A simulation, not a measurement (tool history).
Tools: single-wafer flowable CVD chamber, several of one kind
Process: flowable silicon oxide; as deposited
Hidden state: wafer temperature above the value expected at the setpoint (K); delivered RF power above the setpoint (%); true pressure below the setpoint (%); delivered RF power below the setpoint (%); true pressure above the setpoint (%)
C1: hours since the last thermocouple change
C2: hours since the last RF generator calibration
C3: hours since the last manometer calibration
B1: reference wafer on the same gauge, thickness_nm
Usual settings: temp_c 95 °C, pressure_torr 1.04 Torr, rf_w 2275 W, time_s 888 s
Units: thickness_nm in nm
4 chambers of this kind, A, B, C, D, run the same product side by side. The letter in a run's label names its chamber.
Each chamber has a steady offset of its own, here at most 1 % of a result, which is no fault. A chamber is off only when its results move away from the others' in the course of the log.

Run 1C, hour 4.1: usual settings; C1 750.3; C2 1971.9; C3 2017.1; B1 921.18. Result: thickness_nm 905.03 nm.
Run 2B, hour 8.5: usual settings; C1 908.3; C2 675; C3 121.8; B1 921.07. Result: thickness_nm 904.65 nm.
Run 3D, hour 11.1: usual settings; C1 170.8; C2 546.5; C3 1449.3; B1 922.93. Result: thickness_nm 912.7 nm.
Run 4A, hour 16: usual settings; C1 230.7; C2 1861.2; C3 2145.5; B1 922.55. Result: thickness_nm 902.61 nm.
Run 5A, hour 22: usual settings but temp_c 82 °C, pressure_torr 0.87 Torr; C1 236.7; C2 1867.2; C3 2151.5; B1 922.45. Result: thickness_nm 1097.8 nm.
Run 6C, hour 27: usual settings but temp_c 82 °C, pressure_torr 0.87 Torr; C1 773.2; C2 1994.8; C3 2040; B1 922.2. Result: thickness_nm 1079.2 nm.
Run 7B, hour 29.6: usual settings but temp_c 82 °C, pressure_torr 0.87 Torr; C1 929.4; C2 696.1; C3 142.9; B1 922.39. Result: thickness_nm 1089 nm.
Run 8D, hour 35.3: usual settings but temp_c 82 °C, pressure_torr 0.87 Torr; C1 195; C2 570.7; C3 1473.5; B1 921.79. Result: thickness_nm 1104.1 nm.
Run 9D, hour 38.7: usual settings; C1 198.4; C2 574.1; C3 1476.9; B1 922.74. Result: thickness_nm 906.64 nm.
Run 10B, hour 42.1: usual settings; C1 941.9; C2 708.6; C3 155.4; B1 921.68. Result: thickness_nm 901.14 nm.
Run 11C, hour 46.1: usual settings; C1 792.3; C2 2013.9; C3 2059.1; B1 920.88. Result: thickness_nm 906.16 nm.
Run 12A, hour 51.3: usual settings but time_s 767 s; C1 266; C2 1896.5; C3 2180.8; B1 922.48. Result: thickness_nm 777.76 nm.
Run 13A, hour 54: usual settings but time_s 767 s; C1 268.7; C2 1899.2; C3 2183.5; B1 922.24. Result: thickness_nm 777.65 nm.
Run 14B, hour 57.2: usual settings but time_s 767 s; C1 957; C2 723.7; C3 170.5; B1 921.68. Result: thickness_nm 776.68 nm.
Run 15C, hour 61.3: usual settings but time_s 767 s; C1 807.5; C2 2029.1; C3 2074.3; B1 922.42. Result: thickness_nm 785.65 nm.
Run 16D, hour 64.9: usual settings; C1 224.6; C2 600.3; C3 1503.1; B1 922.52. Result: thickness_nm 902.03 nm.
Run 17B, hour 69: usual settings; C1 968.8; C2 735.5; C3 182.3; B1 920.8. Result: thickness_nm 904.8 nm.
Run 18D, hour 72.3: usual settings but temp_c 82 °C; C1 232; C2 607.7; C3 1510.5; B1 921.37. Result: thickness_nm 1371.5 nm.
Run 19C, hour 77.8: usual settings but temp_c 82 °C; C1 824; C2 2045.6; C3 2090.8; B1 921.93. Result: thickness_nm 1365.1 nm.
Run 20A, hour 80.7: usual settings but temp_c 82 °C; C1 295.4; C2 1925.9; C3 2210.2; B1 922.58. Result: thickness_nm 1366.3 nm.
Run 21A, hour 83.6: usual settings but temp_c 82 °C; C1 298.3; C2 1928.8; C3 2213.1; B1 921.05. Result: thickness_nm 1364.8 nm.
Run 22C, hour 89.6: usual settings; C1 835.8; C2 2057.4; C3 2102.6; B1 922.08. Result: thickness_nm 913.33 nm.
Run 23B, hour 94.7: usual settings; C1 994.5; C2 761.2; C3 208; B1 922.13. Result: thickness_nm 905.6 nm.
Run 24D, hour 98.2: usual settings but rf_w 1905 W; C1 257.9; C2 633.6; C3 1536.4; B1 922. Result: thickness_nm 871.69 nm.
Run 25B, hour 102.1: usual settings but rf_w 1905 W; C1 1001.9; C2 768.6; C3 215.4; B1 921.89. Result: thickness_nm 881.87 nm.
Run 26A, hour 107.2: usual settings but rf_w 1905 W; C1 321.9; C2 1952.4; C3 2236.7; B1 921.89. Result: thickness_nm 870.92 nm.
Run 27C, hour 111.8: usual settings but rf_w 1905 W; C1 858; C2 2079.6; C3 2124.8; B1 921.32. Result: thickness_nm 882.63 nm.
Run 28D, hour 117.3: usual settings; C1 277; C2 652.7; C3 1555.5; B1 921.89. Result: thickness_nm 911.01 nm.

All 4 chambers run these settings next. Forecast each chamber's results:
Run 29A, hour 121.7: usual settings. Result: thickness_nm ?.
Run 29B, hour 121.7: usual settings. Result: thickness_nm ?.
Run 29C, hour 121.7: usual settings. Result: thickness_nm ?.
Run 29D, hour 121.7: usual settings. Result: thickness_nm ?.

run  thickness_nm
29A        902.32
29B        898.53
29C        912.79
29D        910.75
